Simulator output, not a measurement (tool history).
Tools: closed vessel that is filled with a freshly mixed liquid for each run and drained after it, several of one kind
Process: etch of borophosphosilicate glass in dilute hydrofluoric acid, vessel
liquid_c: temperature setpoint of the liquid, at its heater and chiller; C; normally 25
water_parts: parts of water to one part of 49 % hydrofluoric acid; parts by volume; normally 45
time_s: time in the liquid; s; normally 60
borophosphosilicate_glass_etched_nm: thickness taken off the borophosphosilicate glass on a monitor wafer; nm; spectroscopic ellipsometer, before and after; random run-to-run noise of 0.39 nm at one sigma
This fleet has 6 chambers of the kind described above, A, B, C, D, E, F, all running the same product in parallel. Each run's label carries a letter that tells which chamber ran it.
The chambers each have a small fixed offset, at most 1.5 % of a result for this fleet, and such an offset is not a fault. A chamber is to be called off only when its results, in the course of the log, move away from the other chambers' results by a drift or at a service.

run   hour  liquid_c  water_parts  time_s  hours since the thermometer was replaced  hours since the hydrofluoric acid flow meter was replaced  read-back film thickness of the borophosphosilicate glass reference wafer, read on the same gauge (nm)  borophosphosilicate_glass_etched_nm
 1E    7.2        25           45      60                                    3305.6                                                        367                                                                                                  120.02                               46.533
 2A   16.3        25           45      60                                     809.5                                                      396.1                                                                                                  119.99                                46.97
      16.7  -- chamber A: hydrofluoric acid flow meter replaced
 3F   21.5        25           45      60                                     406.5                                                      171.9                                                                                                  119.99                               45.989
 4B   27.7        25           45      60                                    1871.6                                                     1443.1                                                                                                  120.03                                45.25
 5C   37.4        25           45      60                                     228.8                                                     1926.1                                                                                                  119.98                               45.262
 6D   43.4        25           45      60                                    1530.4                                                      276.1                                                                                                  119.98                               45.013
 7D   50.8        25           45      60                                    1537.8                                                      283.5                                                                                                  119.98                               45.577
 8E   59.5        25           45      60                                    3357.9                                                      419.3                                                                                                  119.98                               45.823
 9C   66.6        25           60      60                                       258                                                     1955.3                                                                                                  119.98                               33.991
10A   71.4        25           60      60                                     864.6                                                       54.7                                                                                                     120                               32.896
11B   76.9        25           60      60                                    1920.8                                                     1492.3                                                                                                     120                               33.098
      81.3  -- chamber E: thermometer replaced
12F   83.5        25           60      60                                     468.5                                                      233.9                                                                                                  120.01                               33.299
13F   91.8        25           60      60                                     476.8                                                      242.2                                                                                                  120.02                               33.124
14B   99.8        25           60      60                                    1943.7                                                     1515.2                                                                                                     120                               33.589
15E    107        25           45      60                                      25.7                                                      466.8                                                                                                  119.99                               45.776
16A  111.8      23.5           55      60                                       905                                                       95.1                                                                                                  119.99                                34.32
17C  121.3      23.5           55      60                                     312.7                                                       2010                                                                                                  119.99                                34.72
18D  128.2      23.5           55      60                                    1615.2                                                      360.9                                                                                                  119.99                               34.268
19E  136.3      23.5           55      60                                        55                                                      496.1                                                                                                  120.01                               34.652
       138  -- chamber C: hydrofluoric acid flow meter replaced
20C  141.2      23.5           55      60                                     332.6                                                        3.3                                                                                                  119.98                               34.677
21D  148.4      23.5           55      60                                    1635.4                                                      381.1                                                                                                     120                               33.753
22F    155        25           45      60                                       540                                                      305.4                                                                                                  119.99                               44.766
23A  163.8        25           45      60                                       957                                                      147.1                                                                                                  119.98                               46.615
     167.8  -- chamber B: thermometer replaced
24B  172.2        25           45      60                                       4.5                                                     1587.6                                                                                                  119.96                                47.16
25E  179.7        25           45      60                                      98.4                                                      539.5                                                                                                  119.98                               45.541
26F  189.4        25           45      60                                     574.4                                                      339.8                                                                                                     120                               45.448
27A  194.9        25           45      60                                     988.1                                                      178.2                                                                                                  119.99                               46.157
     196.3  -- chamber D: thermometer replaced
28D  200.5        25           45      60                                       4.3                                                      433.2                                                                                                  119.98                               45.148
29B  207.1        25           45      60                                      39.4                                                     1622.5                                                                                                  119.99                               47.477
30C  213.8        25           45      60                                     405.2                                                       75.9                                                                                                  120.01                               45.043
31B    220        25           45      60                                      52.3                                                     1635.4                                                                                                  120.02                               47.185
32C  225.6        25           45      60                                       417                                                       87.7                                                                                                  119.99                               45.953
33A  231.3        25           45      60                                    1024.5                                                      214.6                                                                                                  119.98                               45.611
34F    239        25           45      60                                       624                                                      389.4                                                                                                  119.99                               45.943
35E  243.6        25           45      60                                     162.3                                                      603.4                                                                                                     120                               45.267
36D  248.8        25           45      60                                      52.6                                                      481.5                                                                                                  119.99                               45.497
37C  254.1        25           45      60                                     445.5                                                      116.2                                                                                                  119.99                               46.015
38D  260.5        29           45      35                                      64.3                                                      493.2                                                                                                     120                               31.389
39B  268.9        29           45      35                                     101.2                                                     1684.3                                                                                                  120.01                               32.969
40E  273.1        29           45      35                                     191.8                                                      632.9                                                                                                     120                               31.378
41A  279.2        29           45      35                                    1072.4                                                      262.5                                                                                                  120.02                               30.876
42F  286.7        29           45      35                                     671.7                                                      437.1                                                                                                  120.02                               31.253
43F  295.8        29           45      35                                     680.8                                                      446.2                                                                                                  119.99                               30.339
44B    304        25           45      60                                     136.3                                                     1719.4                                                                                                  120.01                               48.413

Next, all 6 chambers run the settings below, one line each with question marks for the results. What does each chamber give?
45A  310.9        25           30      60                                                                                                                                                                                                                                                 ?
45B  310.9        25           30      60                                                                                                                                                                                                                                                 ?
45C  310.9        25           30      60                                                                                                                                                                                                                                                 ?
45D  310.9        25           30      60                                                                                                                                                                                                                                                 ?
45E  310.9        25           30      60                                                                                                                                                                                                                                                 ?
45F  310.9        25           30      60                                                                                                                                                                                                                                                 ?

run  borophosphosilicate_glass_etched_nm
45A                               71.164
45B                               73.631
45C                               69.257
45D                               70.064
45E                               71.387
45F                               69.217

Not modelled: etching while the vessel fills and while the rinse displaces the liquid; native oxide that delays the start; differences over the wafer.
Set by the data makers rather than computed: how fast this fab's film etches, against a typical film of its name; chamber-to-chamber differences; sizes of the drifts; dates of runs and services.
